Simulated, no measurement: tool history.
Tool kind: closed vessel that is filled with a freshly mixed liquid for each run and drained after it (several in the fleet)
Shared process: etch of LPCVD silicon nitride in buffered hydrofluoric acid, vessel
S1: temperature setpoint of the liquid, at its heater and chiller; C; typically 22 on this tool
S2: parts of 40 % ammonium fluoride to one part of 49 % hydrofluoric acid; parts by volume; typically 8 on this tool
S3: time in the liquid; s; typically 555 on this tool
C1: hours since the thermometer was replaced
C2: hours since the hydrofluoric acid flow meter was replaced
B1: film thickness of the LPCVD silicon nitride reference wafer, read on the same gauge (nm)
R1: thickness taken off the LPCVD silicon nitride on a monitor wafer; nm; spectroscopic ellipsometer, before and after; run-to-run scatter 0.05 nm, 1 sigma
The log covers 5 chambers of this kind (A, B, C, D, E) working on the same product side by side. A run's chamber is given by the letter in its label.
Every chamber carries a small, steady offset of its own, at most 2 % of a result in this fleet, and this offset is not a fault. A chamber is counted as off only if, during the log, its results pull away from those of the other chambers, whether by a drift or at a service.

run   hour    S1    S2   S3      C1      C2      B1      R1
 1C    7.9    22     8  555   426.7  2020.6  109.98  9.5777
 2B   18.9    22     8  555   406.3   542.5     110  9.3099
 3E   27.8    22     8  555  1302.1  1995.6  110.02  9.3045
 4D   37.9    22     8  555     923  1666.6  109.99  9.2633
 5A   49.5    22     8  555  1005.2  1093.7  109.98  9.2266
 6D     58    22     8  555   943.1  1686.7     110  9.1772
      67.4  -- chamber C: hydrofluoric acid flow meter replaced
 7E   72.2  25.5  10.5  555  1346.5    2040  109.99  8.8674
 8B   86.7  25.5  10.5  555   474.1   610.3  110.03  8.9506
 9A  102.8  25.5  10.5  555  1058.5    1147  110.03  8.8634
10C  118.7  25.5  10.5  555   537.5    51.4  109.99  9.0333
11E  125.8  25.5  10.5  555  1400.1  2093.6  110.03  8.7973
12C  141.6    22     8  555   560.4    74.3  110.02  9.5259
       145  -- chamber B: hydrofluoric acid flow meter replaced
13B    151    22     8  555   538.4     6.1  109.98  9.3958
14D  163.1    22     8  555  1048.2  1791.8     110  9.3315
15A  177.7    22     8  555  1133.4  1221.9  109.98   9.339
16A  185.6    22     8  555  1141.3  1229.8  109.97  9.4154
17B  198.9    22     8  555   586.3      54  109.98  9.3129
18C  213.8    22     8  800   632.6   146.5     110  13.664
     214.1  -- chamber E: hydrofluoric acid flow meter replaced
19D  221.3    22     8  800  1106.4    1850     110  13.347
20E  234.1    22     8  800  1508.4      20     110   13.47
21C  248.3    22     8  800   667.1     181  109.98  13.723
     259.7  -- chamber C: thermometer replaced
22E  259.8    22     8  800  1534.1    45.7  109.96   13.37
23B  272.3    22     8  555   659.7   127.4  109.97  9.4475
24D  283.4    22     8  555  1168.5  1912.1  109.95  9.2014
25A  297.3    22     8  555    1253  1341.5  109.98     9.2
26A  308.2    22     8  555  1263.9  1352.4  110.02  9.2993
27D  317.3    22     8  555  1202.4    1946  109.97   9.256
28C  330.6    22   6.5  555      71   263.3  109.94  11.676
29B  343.6    22   6.5  555     731   198.7  110.01  11.507
30E    354    22   6.5  555  1628.3   139.9     110  11.298
31B    368    22   6.5  555   755.4   223.1  109.98   11.55
32A  378.6    22   6.5  555  1334.3  1422.8  110.07  11.343
33D  390.9    22     8  555    1276  2019.6     110  9.2021
34E  401.8    22     8  555  1676.1   187.7  109.98  9.3073
     409.2  -- chamber D: hydrofluoric acid flow meter replaced
35C  412.7    22     8  555   153.1   345.4  109.99  9.4155
36D    423    22     8  555  1308.1    13.9  110.02  9.1494
37A  431.2    22     8  555  1386.9  1475.4  110.03  9.2047
38E  443.6    22     8  555  1717.9   229.5  110.01   9.296
39C  457.1    22     8  555   197.5   389.8  109.97  9.4688

Has any chamber moved away from the others, gradually or after a service, or does the common gauge drift, or do the chambers differ only by their own small steady offsets? State the chamber and the most likely cause if one applies.

The fleet is healthy, with each chamber sitting at its usual small offset and no drift in the gauge.
